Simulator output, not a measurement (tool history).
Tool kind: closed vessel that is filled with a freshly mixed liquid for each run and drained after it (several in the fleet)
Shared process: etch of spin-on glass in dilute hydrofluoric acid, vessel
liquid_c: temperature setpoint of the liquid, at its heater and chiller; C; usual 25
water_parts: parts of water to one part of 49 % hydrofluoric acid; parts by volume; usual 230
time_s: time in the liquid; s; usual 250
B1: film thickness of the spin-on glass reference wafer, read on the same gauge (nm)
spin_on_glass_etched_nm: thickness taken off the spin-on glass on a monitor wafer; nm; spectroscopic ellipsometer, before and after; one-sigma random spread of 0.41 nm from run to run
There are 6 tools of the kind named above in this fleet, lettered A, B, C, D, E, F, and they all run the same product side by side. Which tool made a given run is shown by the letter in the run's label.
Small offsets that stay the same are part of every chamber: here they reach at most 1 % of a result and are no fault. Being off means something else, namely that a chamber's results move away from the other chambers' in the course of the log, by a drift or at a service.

run 1E hour=10.3 | liquid_c=25 water_parts=230 time_s=250 | B1=30.012 | spin_on_glass_etched_nm=50.261
-- hour=16.5 chamber F: hydrofluoric acid flow meter replaced
run 2A hour=17.2 | liquid_c=25 water_parts=230 time_s=250 | B1=29.986 | spin_on_glass_etched_nm=49.510
run 3C hour=29.0 | liquid_c=25 water_parts=230 time_s=250 | B1=30.021 | spin_on_glass_etched_nm=49.828
run 4D hour=37.9 | liquid_c=25 water_parts=230 time_s=250 | B1=30.009 | spin_on_glass_etched_nm=50.240
run 5B hour=49.2 | liquid_c=25 water_parts=230 time_s=250 | B1=29.971 | spin_on_glass_etched_nm=49.621
run 6F hour=58.9 | liquid_c=25 water_parts=175 time_s=300 | B1=29.963 | spin_on_glass_etched_nm=84.147
run 7C hour=69.1 | liquid_c=25 water_parts=175 time_s=300 | B1=30.021 | spin_on_glass_etched_nm=85.458
run 8B hour=82.5 | liquid_c=25 water_parts=175 time_s=300 | B1=30.003 | spin_on_glass_etched_nm=83.755
run 9F hour=96.9 | liquid_c=25 water_parts=175 time_s=300 | B1=30.027 | spin_on_glass_etched_nm=83.881
run 10D hour=107.6 | liquid_c=25 water_parts=175 time_s=300 | B1=29.972 | spin_on_glass_etched_nm=82.697
run 11A hour=114.2 | liquid_c=25 water_parts=175 time_s=300 | B1=29.964 | spin_on_glass_etched_nm=83.753
run 12E hour=125.9 | liquid_c=25 water_parts=335 time_s=250 | B1=30.007 | spin_on_glass_etched_nm=30.787
run 13F hour=138.5 | liquid_c=25 water_parts=335 time_s=250 | B1=30.002 | spin_on_glass_etched_nm=30.631
run 14C hour=145.1 | liquid_c=25 water_parts=335 time_s=250 | B1=30.018 | spin_on_glass_etched_nm=30.284
run 15D hour=157.5 | liquid_c=25 water_parts=335 time_s=250 | B1=29.985 | spin_on_glass_etched_nm=31.237
run 16B hour=171.7 | liquid_c=25 water_parts=335 time_s=250 | B1=29.983 | spin_on_glass_etched_nm=31.110
-- hour=173.5 chamber E: hydrofluoric acid flow meter replaced
run 17E hour=180.8 | liquid_c=25 water_parts=335 time_s=250 | B1=29.988 | spin_on_glass_etched_nm=31.103
run 18A hour=188.9 | liquid_c=25 water_parts=230 time_s=250 | B1=29.961 | spin_on_glass_etched_nm=50.753
-- hour=201.8 chamber E: thermometer replaced
run 19D hour=202.2 | liquid_c=25 water_parts=230 time_s=250 | B1=29.962 | spin_on_glass_etched_nm=50.111
run 20E hour=216.1 | liquid_c=25 water_parts=230 time_s=250 | B1=30.005 | spin_on_glass_etched_nm=50.522
run 21F hour=224.5 | liquid_c=25 water_parts=230 time_s=250 | B1=30.011 | spin_on_glass_etched_nm=49.383
-- hour=227.7 chamber F: thermometer replaced
run 22C hour=231.9 | liquid_c=25 water_parts=230 time_s=250 | B1=29.982 | spin_on_glass_etched_nm=49.952
run 23B hour=246.3 | liquid_c=25 water_parts=230 time_s=250 | B1=29.988 | spin_on_glass_etched_nm=48.898
run 24A hour=260.9 | liquid_c=25 water_parts=230 time_s=250 | B1=29.958 | spin_on_glass_etched_nm=49.813
run 25A hour=268.2 | liquid_c=25 water_parts=230 time_s=250 | B1=29.966 | spin_on_glass_etched_nm=50.602
run 26D hour=281.7 | liquid_c=25 water_parts=230 time_s=250 | B1=29.972 | spin_on_glass_etched_nm=49.776
run 27C hour=295.4 | liquid_c=25 water_parts=230 time_s=250 | B1=29.948 | spin_on_glass_etched_nm=49.402
run 28B hour=304.5 | liquid_c=25 water_parts=230 time_s=250 | B1=30.025 | spin_on_glass_etched_nm=46.801
run 29E hour=314.3 | liquid_c=25 water_parts=230 time_s=250 | B1=30.005 | spin_on_glass_etched_nm=49.806
run 30F hour=327.0 | liquid_c=25 water_parts=230 time_s=250 | B1=29.987 | spin_on_glass_etched_nm=49.426
-- hour=332.8 chamber C: thermometer replaced
run 31F hour=339.5 | liquid_c=25 water_parts=230 time_s=250 | B1=29.948 | spin_on_glass_etched_nm=48.821
run 32D hour=351.5 | liquid_c=29 water_parts=230 time_s=335 | B1=29.954 | spin_on_glass_etched_nm=77.342
run 33E hour=365.1 | liquid_c=29 water_parts=230 time_s=335 | B1=30.037 | spin_on_glass_etched_nm=76.844
run 34A hour=376.5 | liquid_c=29 water_parts=230 time_s=335 | B1=29.969 | spin_on_glass_etched_nm=76.374
run 35B hour=383.6 | liquid_c=29 water_parts=230 time_s=335 | B1=30.006 | spin_on_glass_etched_nm=69.464
run 36C hour=397.3 | liquid_c=29 water_parts=230 time_s=335 | B1=30.008 | spin_on_glass_etched_nm=76.261
run 37E hour=411.0 | liquid_c=29 water_parts=230 time_s=335 | B1=30.007 | spin_on_glass_etched_nm=77.781

All 6 chambers run these settings next. Forecast each chamber's results:
run 38A hour=421.7 | liquid_c=25 water_parts=265 time_s=250 | spin_on_glass_etched_nm=?
run 38B hour=421.7 | liquid_c=25 water_parts=265 time_s=250 | spin_on_glass_etched_nm=?
run 38C hour=421.7 | liquid_c=25 water_parts=265 time_s=250 | spin_on_glass_etched_nm=?
run 38D hour=421.7 | liquid_c=25 water_parts=265 time_s=250 | spin_on_glass_etched_nm=?
run 38E hour=421.7 | liquid_c=25 water_parts=265 time_s=250 | spin_on_glass_etched_nm=?
run 38F hour=421.7 | liquid_c=25 water_parts=265 time_s=250 | spin_on_glass_etched_nm=?

run=38A spin_on_glass_etched_nm=41.995
run=38B spin_on_glass_etched_nm=37.071
run=38C spin_on_glass_etched_nm=41.420
run=38D spin_on_glass_etched_nm=41.793
run=38E spin_on_glass_etched_nm=41.326
run=38F spin_on_glass_etched_nm=41.430
